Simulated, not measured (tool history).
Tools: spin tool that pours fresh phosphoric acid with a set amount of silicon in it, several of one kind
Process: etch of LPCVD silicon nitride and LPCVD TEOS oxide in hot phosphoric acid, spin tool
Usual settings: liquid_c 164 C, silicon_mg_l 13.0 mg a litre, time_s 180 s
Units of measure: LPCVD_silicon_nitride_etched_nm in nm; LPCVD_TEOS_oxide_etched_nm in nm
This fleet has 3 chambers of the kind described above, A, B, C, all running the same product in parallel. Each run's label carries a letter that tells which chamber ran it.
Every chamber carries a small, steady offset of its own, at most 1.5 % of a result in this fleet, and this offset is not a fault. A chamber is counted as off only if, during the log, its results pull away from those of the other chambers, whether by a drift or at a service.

run,hour,liquid_c,silicon_mg_l,time_s,"read-back film thickness of the LPCVD silicon nitride reference wafer, read on the same gauge (nm)","read-back film thickness of the LPCVD TEOS oxide reference wafer, read on the same gauge (nm)",LPCVD_silicon_nitride_etched_nm,LPCVD_TEOS_oxide_etched_nm
1C,6.5,164,13.0,180,90.018,139.95,19.1210,0.56580
2A,17.5,164,13.0,180,90.012,139.97,19.2660,0.52039
3B,26.8,164,13.0,180,90.014,139.98,18.9930,0.58491
# hour 30.2: chamber B: dissolved silicon flow meter replaced
4B,34.5,164,13.0,180,90.030,140.00,18.9900,0.61396
5A,44.8,164,13.0,180,89.997,140.03,19.2780,0.61098
6C,54.4,164,13.0,180,90.009,140.00,19.1710,0.62933
# hour 62.2: chamber A: thermometer replaced
7A,63.4,164,13.0,180,90.016,139.99,19.2410,0.58894
8C,74.0,164,13.0,180,89.970,140.00,19.1260,0.64427
9B,81.1,164,13.0,180,89.987,140.02,19.0590,0.54921
10B,90.3,162,6.5,180,90.015,140.00,17.7590,0.65781
11C,101.4,162,6.5,180,89.993,139.98,17.8770,0.65814
12A,110.6,162,6.5,180,89.999,140.03,18.1640,0.63853
13B,117.5,164,13.0,180,90.017,139.99,19.1190,0.61601
14C,128.9,164,13.0,180,90.017,139.98,19.1200,0.60873
15A,136.7,164,13.0,180,90.014,139.97,19.3710,0.55233
16A,145.8,164,13.0,180,90.037,140.01,19.2970,0.59656
17C,151.4,164,13.0,180,89.993,139.93,19.2880,0.63586
18B,162.7,164,13.0,180,90.013,139.98,19.0510,0.52096
19B,171.9,164,13.0,180,90.002,140.03,19.0150,0.60549
20A,183.1,164,13.0,180,90.008,140.01,19.3430,0.58537
21C,190.8,164,13.0,180,89.958,139.98,19.0800,0.55345
22A,198.4,164,13.0,180,90.005,140.00,19.3660,0.60027
23B,209.6,164,20.5,85,90.034,139.99,8.9885,0.22155
24C,217.6,164,20.5,85,90.057,139.99,9.0720,0.23696
25A,228.5,164,20.5,85,90.017,139.93,9.1775,0.22002
26B,233.4,164,13.0,180,90.005,139.99,19.0900,0.59193
27C,240.2,164,13.0,180,89.989,139.96,19.1970,0.56900
28B,247.4,164,13.0,180,90.024,140.00,19.0050,0.57774
29A,258.1,164,13.0,180,89.969,140.05,19.2320,0.56555
30C,267.7,164,13.0,180,90.015,140.02,19.0750,0.61403
31B,272.8,164,13.0,180,89.990,139.95,19.0350,0.59784
# hour 277.2: chamber A: dissolved silicon flow meter replaced
32C,283.7,164,13.0,180,89.994,140.00,19.2770,0.62746
33A,289.0,164,13.0,180,89.986,140.00,19.3550,0.57855
34C,298.6,164,13.0,180,90.023,139.98,19.1130,0.60886

Read the log: is a single chamber off, either drifting away or since a service, is the gauge that measures every chamber drifting, or is nothing wrong beyond small per-chamber offsets? Name any odd chamber and what most likely caused it.

Neither any chamber nor the gauge drifts; the chambers differ only by their own small, steady offsets.
